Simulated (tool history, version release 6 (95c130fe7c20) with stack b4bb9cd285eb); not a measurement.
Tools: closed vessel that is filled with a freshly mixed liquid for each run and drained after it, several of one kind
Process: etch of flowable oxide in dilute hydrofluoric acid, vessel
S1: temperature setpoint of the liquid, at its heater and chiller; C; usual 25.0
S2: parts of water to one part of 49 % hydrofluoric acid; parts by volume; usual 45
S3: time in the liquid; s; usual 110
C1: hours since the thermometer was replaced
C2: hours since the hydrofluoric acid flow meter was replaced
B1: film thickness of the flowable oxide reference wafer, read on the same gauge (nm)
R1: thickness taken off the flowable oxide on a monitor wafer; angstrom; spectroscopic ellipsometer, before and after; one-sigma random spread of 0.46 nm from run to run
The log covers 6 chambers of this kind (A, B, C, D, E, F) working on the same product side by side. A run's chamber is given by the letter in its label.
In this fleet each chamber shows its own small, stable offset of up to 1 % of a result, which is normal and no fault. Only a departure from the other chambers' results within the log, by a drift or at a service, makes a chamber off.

run    day    S1  S2   S3      C1      C2       B1      R1
 1D  0.175  25.0  45  110  1798.2  2366.6  100.000  566.01
 2A  0.333  25.0  45  110   648.8  1225.2  100.000  575.72
 3F  0.529  25.0  45  110  1993.6   253.8  100.000  576.73
 4E  0.700  25.0  45  110   514.6    70.3  100.050  571.27
 5C  0.800  25.0  45  110  1050.3   467.9   99.979  565.64
 6B  0.979  25.0  45  110   365.8   478.4  100.010  566.28
 7B  1.175  25.0  45  110   370.5   483.1  100.030  570.50
 8F  1.354  25.0  45  110  2013.4   273.6   99.986  566.16
 9E  1.500  25.0  60  110   533.8    89.5  100.040  426.47
10C  1.667  25.0  60  110  1071.1   488.7   99.989  417.58
11D  1.817  25.0  60  110  1837.6  2406.0   99.981  419.21
12A  2.008  25.0  60  110   689.0  1265.4   99.998  417.43
13E  2.100  25.0  60  110   548.2   103.9  100.040  423.62
14C  2.212  25.0  60  110  1084.2   501.8  100.020  414.18
15D  2.317  25.0  60  110  1849.6  2418.0   99.997  418.46
16A  2.454  25.0  60  110   699.7  1276.1  100.020  419.71
17F  2.579  25.0  60  110  2042.8   303.0   99.986  414.04
18B  2.762  25.0  60  110   408.6   521.2   99.986  416.14
     2.900  -- chamber F: thermometer replaced
19A  2.950  25.0  60  110   711.6  1288.0   99.993  420.90
20E  3.138  25.0  60  110   573.1   128.8  100.010  435.27
21F  3.304  25.0  45  110     9.7   320.4   99.973  557.46
22B  3.417  25.0  45  110   424.3   536.9  100.000  577.12
23D  3.588  25.0  35   65  1880.1  2448.5  100.000  445.02
24C  3.721  25.0  35   65  1120.4   538.0   99.969  431.83
25F  3.888  25.0  35   65    23.7   334.4  100.010  443.34
26A  4.021  25.0  35   65   737.3  1313.7  100.010  431.16
27E  4.208  25.0  35   65   598.8   154.5   99.971  465.28
28D  4.296  25.0  35   65  1897.1  2465.5   99.992  437.58
29C  4.454  25.0  45  110  1138.0   555.6   99.998  565.08
30B  4.546  25.0  45  110   451.4   564.0   99.988  566.23
31B  4.742  25.0  45  110   456.1   568.7   99.974  563.97
32E  4.933  25.0  45  110   616.2   171.9   99.984  611.74
33C  5.096  25.0  45  110  1153.4   571.0   99.984  564.45
34F  5.258  25.0  45  110    56.6   367.3   99.996  569.62
35A  5.371  25.0  45  110   769.7  1346.1  100.010  568.37
36D  5.492  25.0  45   80  1925.8  2494.2   99.968  417.42

All 6 chambers run these settings next. Forecast each chamber's results:
37A  5.633  22.5  45  110               ?
37B  5.633  22.5  45  110               ?
37C  5.633  22.5  45  110               ?
37D  5.633  22.5  45  110               ?
37E  5.633  22.5  45  110               ?
37F  5.633  22.5  45  110               ?

run      R1
37A  507.93
37B  515.38
37C  517.78
37D  510.45
37E  558.35
37F  509.76
